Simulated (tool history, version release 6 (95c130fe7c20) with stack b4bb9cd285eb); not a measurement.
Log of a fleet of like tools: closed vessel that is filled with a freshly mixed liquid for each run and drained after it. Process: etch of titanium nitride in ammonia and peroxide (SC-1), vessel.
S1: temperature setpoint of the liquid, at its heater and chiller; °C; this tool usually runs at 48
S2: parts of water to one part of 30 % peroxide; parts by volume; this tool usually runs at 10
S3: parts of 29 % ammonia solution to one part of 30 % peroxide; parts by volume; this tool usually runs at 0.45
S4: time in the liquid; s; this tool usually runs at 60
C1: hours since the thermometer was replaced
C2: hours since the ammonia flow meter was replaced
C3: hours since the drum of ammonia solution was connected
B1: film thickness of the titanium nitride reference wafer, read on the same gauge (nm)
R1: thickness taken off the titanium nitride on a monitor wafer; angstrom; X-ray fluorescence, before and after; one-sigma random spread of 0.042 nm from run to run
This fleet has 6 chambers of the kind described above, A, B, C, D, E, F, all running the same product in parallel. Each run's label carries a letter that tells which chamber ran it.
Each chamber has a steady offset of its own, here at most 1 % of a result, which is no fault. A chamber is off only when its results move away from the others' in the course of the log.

run,hour,S1,S2,S3,S4,C1,C2,C3,B1,R1
1C,10.5,48,10,0.45,60,1549.6,593.5,664.2,110.01,57.667
# hour 14.7: chamber B: new drum of ammonia solution connected
2D,23.2,48,10,0.45,60,609.4,617.8,84.7,109.99,56.689
3F,34.2,48,10,0.45,60,214.9,991.0,74.7,109.99,58.378
4A,43.4,48,10,0.45,60,910.9,403.9,537.2,110.03,57.155
5E,49.0,48,6,0.60,60,560.8,566.1,137.7,109.99,78.218
6B,55.1,48,6,0.60,60,840.5,399.6,40.5,110.00,78.967
# hour 59.3: chamber E: ammonia flow meter replaced
7E,63.8,48,6,0.60,60,575.6,4.6,152.5,109.98,77.791
8D,73.0,48,6,0.60,60,659.2,667.6,134.5,109.98,77.982
# hour 77.9: chamber B: ammonia flow meter replaced
9A,81.1,48,6,0.60,60,948.6,441.6,574.9,110.03,77.446
10B,86.9,48,6,0.60,60,872.3,9.0,72.3,110.01,77.369
11C,96.2,48,10,0.45,60,1635.3,679.2,749.9,109.99,57.561
12F,106.0,48,10,0.45,60,286.7,1062.8,146.5,109.98,57.571
13D,112.1,48,10,0.45,60,698.3,706.7,173.6,110.00,57.367
14B,123.2,48,10,0.45,60,908.6,45.3,108.6,109.98,57.382
15C,135.9,48,10,0.45,60,1675.0,718.9,789.6,109.98,57.188
16E,147.9,48,10,0.45,60,659.7,88.7,236.6,109.98,56.506
# hour 150.6: chamber A: new drum of ammonia solution connected
17A,156.6,48,10,0.45,60,1024.1,517.1,6.1,109.99,57.386
18F,166.6,48,10,0.45,60,347.3,1123.4,207.1,110.03,57.801
# hour 171.4: chamber E: new drum of ammonia solution connected
19B,174.9,48,10,0.45,60,960.3,97.0,160.3,109.99,58.119
20A,186.0,48,10,0.45,60,1053.5,546.5,35.5,109.97,57.241
21E,192.5,48,10,0.45,60,704.3,133.3,21.1,110.01,55.548
22F,198.3,48,10,0.45,60,379.0,1155.1,238.8,109.99,57.892
23D,209.2,48,10,0.45,60,795.4,803.8,270.7,109.98,57.462
24C,216.6,48,10,0.45,60,1755.7,799.6,870.3,109.98,57.363
25D,222.2,48,10,0.45,60,808.4,816.8,283.7,110.00,57.442
26E,233.9,48,10,0.45,60,745.7,174.7,62.5,110.03,54.855
27A,241.3,48,10,0.45,60,1108.8,601.8,90.8,109.99,57.399
28B,247.1,48,10,0.45,60,1032.5,169.2,232.5,110.03,57.363
29F,254.6,55,10,0.45,60,435.3,1211.4,295.1,109.99,93.519
30C,266.4,55,10,0.45,60,1805.5,849.4,920.1,110.00,93.977
31F,275.7,55,10,0.45,60,456.4,1232.5,316.2,110.02,92.851
32A,284.0,55,10,0.45,60,1151.5,644.5,133.5,110.01,93.944
33D,292.3,55,10,0.45,60,878.5,886.9,353.8,110.02,94.753
34B,298.8,55,10,0.45,60,1084.2,220.9,284.2,110.01,92.702
35E,310.0,48,10,0.45,60,821.8,250.8,138.6,110.03,53.975
36C,320.2,48,10,0.45,60,1859.3,903.2,973.9,110.06,57.511
37F,327.9,48,10,0.45,60,508.6,1284.7,368.4,110.00,57.984
38A,338.1,48,10,0.45,60,1205.6,698.6,187.6,110.02,57.297
39B,345.9,48,10,0.45,60,1131.3,268.0,331.3,110.04,57.326
40C,355.3,48,10,0.45,60,1894.4,938.3,1009.0,110.00,57.733
41E,365.3,48,10,0.45,60,877.1,306.1,193.9,110.02,53.079
42D,374.1,48,10,0.45,60,960.3,968.7,435.6,110.01,57.743
43F,385.8,48,10,0.35,75,566.5,1342.6,426.3,109.96,68.837
44E,391.7,48,10,0.35,75,903.5,332.5,220.3,109.99,63.199

One chamber off, gauge drift, or nothing amiss beyond the chambers' own small offsets? If it is a chamber, which one, and what is the likeliest cause?

Chamber E drifts away from the others.
Cause: liquid colder than its thermometer reads (K) = 1.23.

Which of the 4 candidates below, each the usual settings with something changed and its results left as question marks, puts chamber E back in line with what the other chambers give on the usual settings?
Allowed miss from the other chambers' usual-settings mean, per result, to count as in line: R1 1.500 angstrom
45E-1,400.9,45.5,10.0,0.45,60,,,,,?
45E-2,400.9,50.5,10.0,0.45,60,,,,,?
45E-3,400.9,48.0,12.0,0.45,60,,,,,?
45E-4,400.9,48.0,8.5,0.45,60,,,,,?

The mean the other chambers reach with the usual settings: R1 57.561 angstrom
run,R1
45E-1,43.988
45E-2,62.541
45E-3,47.669
45E-4,57.118
The answer is 45E-4, which returns the chamber to within the allowed miss of the others.
